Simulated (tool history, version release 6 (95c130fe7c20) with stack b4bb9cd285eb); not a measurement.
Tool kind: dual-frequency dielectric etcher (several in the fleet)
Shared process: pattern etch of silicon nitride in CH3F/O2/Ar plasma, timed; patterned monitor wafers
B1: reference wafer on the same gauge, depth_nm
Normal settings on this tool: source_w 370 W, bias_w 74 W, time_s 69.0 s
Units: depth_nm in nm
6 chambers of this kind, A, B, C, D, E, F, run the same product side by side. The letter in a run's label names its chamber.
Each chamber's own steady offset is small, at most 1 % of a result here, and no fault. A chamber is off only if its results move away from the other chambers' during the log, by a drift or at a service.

run 1A day=0.483 | source_w=370 bias_w=74 time_s=69.0 | B1=47.717 | depth_nm=47.451
-- day=0.612 chamber D: wet clean of the chamber
-- day=0.683 chamber C: wet clean of the chamber
run 2B day=0.850 | source_w=370 bias_w=74 time_s=69.0 | B1=47.683 | depth_nm=47.612
run 3C day=1.292 | source_w=370 bias_w=74 time_s=69.0 | B1=47.714 | depth_nm=47.146
run 4D day=1.717 | source_w=370 bias_w=74 time_s=69.0 | B1=47.746 | depth_nm=47.184
run 5E day=2.092 | source_w=370 bias_w=74 time_s=69.0 | B1=47.704 | depth_nm=47.417
run 6F day=2.417 | source_w=370 bias_w=63 time_s=69.0 | B1=47.673 | depth_nm=44.518
run 7C day=3.054 | source_w=370 bias_w=63 time_s=69.0 | B1=47.714 | depth_nm=44.426
run 8F day=3.562 | source_w=370 bias_w=63 time_s=69.0 | B1=47.704 | depth_nm=44.694
run 9B day=4.183 | source_w=370 bias_w=63 time_s=69.0 | B1=47.681 | depth_nm=44.679
run 10A day=4.804 | source_w=370 bias_w=63 time_s=69.0 | B1=47.675 | depth_nm=45.113
run 11D day=5.242 | source_w=370 bias_w=63 time_s=69.0 | B1=47.730 | depth_nm=44.575
run 12E day=5.842 | source_w=370 bias_w=74 time_s=69.0 | B1=47.692 | depth_nm=47.634
run 13F day=6.462 | source_w=370 bias_w=74 time_s=69.0 | B1=47.688 | depth_nm=47.445
run 14B day=6.838 | source_w=370 bias_w=74 time_s=69.0 | B1=47.679 | depth_nm=47.404
run 15D day=7.408 | source_w=370 bias_w=74 time_s=69.0 | B1=47.700 | depth_nm=47.495
run 16E day=8.067 | source_w=370 bias_w=74 time_s=69.0 | B1=47.674 | depth_nm=47.542
-- day=8.408 chamber E: wet clean of the chamber
run 17C day=8.412 | source_w=370 bias_w=74 time_s=69.0 | B1=47.716 | depth_nm=46.877
run 18A day=8.808 | source_w=370 bias_w=85 time_s=69.0 | B1=47.706 | depth_nm=49.748
-- day=8.954 chamber A: wet clean of the chamber
run 19C day=9.467 | source_w=370 bias_w=85 time_s=69.0 | B1=47.714 | depth_nm=49.727
run 20A day=9.983 | source_w=370 bias_w=85 time_s=69.0 | B1=47.726 | depth_nm=52.493
run 21F day=10.379 | source_w=370 bias_w=85 time_s=69.0 | B1=47.690 | depth_nm=49.486
-- day=10.654 chamber A: source power generator calibrated
run 22E day=10.842 | source_w=370 bias_w=85 time_s=69.0 | B1=47.777 | depth_nm=50.023
run 23B day=11.192 | source_w=370 bias_w=85 time_s=69.0 | B1=47.711 | depth_nm=49.770
run 24D day=11.821 | source_w=370 bias_w=74 time_s=69.0 | B1=47.688 | depth_nm=47.466
run 25F day=12.433 | source_w=460 bias_w=66 time_s=69.0 | B1=47.682 | depth_nm=49.750
run 26D day=13.038 | source_w=460 bias_w=66 time_s=69.0 | B1=47.685 | depth_nm=49.541
run 27C day=13.396 | source_w=460 bias_w=66 time_s=69.0 | B1=47.695 | depth_nm=49.332
run 28E day=13.779 | source_w=460 bias_w=66 time_s=69.0 | B1=47.719 | depth_nm=49.556
run 29A day=14.421 | source_w=460 bias_w=66 time_s=69.0 | B1=47.678 | depth_nm=52.213
run 30B day=14.996 | source_w=460 bias_w=66 time_s=69.0 | B1=47.716 | depth_nm=49.236
run 31B day=15.342 | source_w=370 bias_w=85 time_s=83.0 | B1=47.743 | depth_nm=60.171
run 32E day=15.646 | source_w=370 bias_w=85 time_s=83.0 | B1=47.692 | depth_nm=59.309
-- day=15.854 chamber C: source power generator calibrated
run 33D day=16.117 | source_w=370 bias_w=85 time_s=83.0 | B1=47.655 | depth_nm=59.791
run 34C day=16.596 | source_w=370 bias_w=85 time_s=83.0 | B1=47.721 | depth_nm=59.535
run 35F day=16.996 | source_w=370 bias_w=85 time_s=83.0 | B1=47.701 | depth_nm=59.367
run 36A day=17.454 | source_w=370 bias_w=85 time_s=83.0 | B1=47.688 | depth_nm=63.049
run 37F day=18.058 | source_w=370 bias_w=74 time_s=69.0 | B1=47.701 | depth_nm=47.201

Has any chamber moved away from the others, gradually or after a service, or does the common gauge drift, or do the chambers differ only by their own small steady offsets? State the chamber and the most likely cause if one applies.

A service on chamber A put it out of line with the rest.
What lies behind it: etch rate over this chamber's usual, % = 5.05.

Chamber A could run next with any of the 4 candidate recipes listed below; each alters the usual settings, and their results appear as question marks. Which one brings its results back in line with what the other chambers deliver on the usual settings?
In line here means within this much of the mean the other chambers give on the usual settings: depth_nm 0.640 nm
run 38A-1 day=18.546 | source_w=370 bias_w=75 time_s=72.5 | depth_nm=?
run 38A-2 day=18.546 | source_w=430 bias_w=86 time_s=69.0 | depth_nm=?
run 38A-3 day=18.546 | source_w=370 bias_w=64 time_s=69.0 | depth_nm=?
run 38A-4 day=18.546 | source_w=360 bias_w=74 time_s=62.0 | depth_nm=?

The other chambers' mean on the usual settings: depth_nm 47.312 nm
run=38A-1 depth_nm=52.598
run=38A-2 depth_nm=55.644
run=38A-3 depth_nm=47.399
run=38A-4 depth_nm=44.302
It is 38A-3 that realigns the chamber with its peers.

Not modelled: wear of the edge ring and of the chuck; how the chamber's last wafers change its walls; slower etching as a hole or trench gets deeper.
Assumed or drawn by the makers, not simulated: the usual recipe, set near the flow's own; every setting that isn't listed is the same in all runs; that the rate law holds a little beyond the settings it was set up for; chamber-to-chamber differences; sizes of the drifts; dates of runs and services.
